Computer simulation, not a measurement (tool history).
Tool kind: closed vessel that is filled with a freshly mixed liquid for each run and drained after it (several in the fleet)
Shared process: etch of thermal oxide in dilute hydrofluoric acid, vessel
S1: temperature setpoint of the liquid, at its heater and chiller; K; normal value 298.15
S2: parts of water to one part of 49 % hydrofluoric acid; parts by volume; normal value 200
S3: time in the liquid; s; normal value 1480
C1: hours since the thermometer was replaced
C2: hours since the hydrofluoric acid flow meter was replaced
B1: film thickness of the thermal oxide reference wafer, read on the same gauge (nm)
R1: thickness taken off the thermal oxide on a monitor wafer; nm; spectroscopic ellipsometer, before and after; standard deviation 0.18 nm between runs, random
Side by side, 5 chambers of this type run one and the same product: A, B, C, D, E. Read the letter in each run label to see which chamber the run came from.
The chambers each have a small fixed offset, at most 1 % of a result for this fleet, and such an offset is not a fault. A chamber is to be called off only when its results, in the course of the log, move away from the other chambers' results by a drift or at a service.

| run | hour | S1 | S2 | S3 | C1 | C2 | B1 | R1 |
|---|---|---|---|---|---|---|---|---|
| 1E | 8.8 | 298.15 | 200 | 1480 | 140 | 1034.1 | 120 | 32.642 |
| 2B | 16.4 | 298.15 | 200 | 1480 | 2221.5 | 538.8 | 119.99 | 32.056 |
| 3C | 23.5 | 298.15 | 200 | 1480 | 1444.6 | 27.6 | 120 | 32.52 |
| 4A | 38.4 | 298.15 | 200 | 1480 | 811.6 | 1580.4 | 120.02 | 32.121 |
| 5D | 53.3 | 298.15 | 200 | 1480 | 110.8 | 962.9 | 119.98 | 32.077 |
| 6B | 62.4 | 298.15 | 200 | 1480 | 2267.5 | 584.8 | 119.98 | 32.114 |
| 7C | 70.5 | 298.15 | 200 | 1480 | 1491.6 | 74.6 | 120 | 32.418 |
| 8A | 79.3 | 298.15 | 200 | 1480 | 852.5 | 1621.3 | 120 | 32.316 |
| 9E | 88 | 298.15 | 200 | 1480 | 219.2 | 1113.3 | 119.99 | 32.442 |
| 10D | 101.2 | 298.15 | 200 | 1480 | 158.7 | 1010.8 | 119.98 | 32.637 |
| 11C | 111.3 | 294.15 | 265 | 1480 | 1532.4 | 115.4 | 120 | 19.772 |
| 12D | 118.8 | 294.15 | 265 | 1480 | 176.3 | 1028.4 | 120 | 19.676 |
| 13A | 131.8 | 294.15 | 265 | 1480 | 905 | 1673.8 | 120 | 19.703 |
| 14B | 146.4 | 294.15 | 265 | 1480 | 2351.5 | 668.8 | 120.02 | 19.999 |
| 15E | 161 | 294.15 | 265 | 1480 | 292.2 | 1186.3 | 120 | 19.847 |
|  | 166.4 | chamber A: hydrofluoric acid flow meter replaced |
| 16D | 170.5 | 298.15 | 200 | 1480 | 228 | 1080.1 | 119.99 | 32.392 |
| 17B | 177.9 | 298.15 | 200 | 1480 | 2383 | 700.3 | 120.01 | 32.839 |
| 18A | 189 | 298.15 | 200 | 1480 | 962.2 | 22.7 | 120.01 | 32.241 |
| 19E | 200.3 | 298.15 | 200 | 1480 | 331.5 | 1225.6 | 120.01 | 32.527 |
|  | 202.3 | chamber E: hydrofluoric acid flow meter replaced |
| 20C | 209.1 | 298.15 | 200 | 1480 | 1630.2 | 213.2 | 120.02 | 32.024 |
| 21D | 223.5 | 298.15 | 200 | 1480 | 281 | 1133.1 | 120.01 | 32.235 |
| 22B | 233 | 298.15 | 200 | 1480 | 2438.1 | 755.4 | 120.01 | 33.29 |
| 23A | 242.2 | 298.15 | 200 | 1480 | 1015.4 | 75.9 | 119.99 | 32.48 |
| 24E | 252.6 | 298.15 | 200 | 1480 | 383.8 | 50.3 | 120.01 | 32.545 |
| 25C | 264.1 | 298.15 | 200 | 1480 | 1685.2 | 268.2 | 120.02 | 32.531 |
| 26C | 271.2 | 298.15 | 200 | 1480 | 1692.3 | 275.3 | 120 | 32.567 |
| 27E | 280 | 298.15 | 160 | 690 | 411.2 | 77.7 | 119.98 | 19.861 |
| 28D | 289.6 | 298.15 | 160 | 690 | 347.1 | 1199.2 | 119.96 | 19.81 |
| 29B | 304.6 | 298.15 | 160 | 690 | 2509.7 | 827 | 119.98 | 20.087 |
| 30A | 313.6 | 298.15 | 160 | 690 | 1086.8 | 147.3 | 119.99 | 19.601 |
| 31A | 327 | 298.15 | 160 | 690 | 1100.2 | 160.7 | 119.97 | 19.66 |

Has any chamber moved away from the others, gradually or after a service, or does the common gauge drift, or do the chambers differ only by their own small steady offsets? State the chamber and the most likely cause if one applies.

It is chamber B that slowly wanders off from its peers.
Most likely cause: hydrofluoric acid flow above the setpoint (%) = 3.83.
The log might look much the same if the cause were instead: liquid hotter than its thermometer reads (K).

Which of the 4 candidates below, each the usual settings with something changed and its results left as question marks, puts chamber B back in line with what the other chambers give on the usual settings?
A result is in line if it is within this distance of the other chambers' mean on the usual settings: R1 0.64 nm
| 32B-1 | 337.7 | 296.15 | 200 | 1480 |  |  |  | ? |
| 32B-2 | 337.7 | 299.15 | 200 | 1480 |  |  |  | ? |
| 32B-3 | 337.7 | 298.15 | 195 | 1540 |  |  |  | ? |
| 32B-4 | 337.7 | 298.15 | 205 | 1480 |  |  |  | ? |

Average result of the remaining chambers running the usual settings: R1 32.437 nm
| run | R1 |
|---|---|
| 32B-1 | 31.284 |
| 32B-2 | 35.015 |
| 32B-3 | 36.177 |
| 32B-4 | 32.752 |
The right change is 32B-4: it brings the chamber back within the allowed miss of the others.
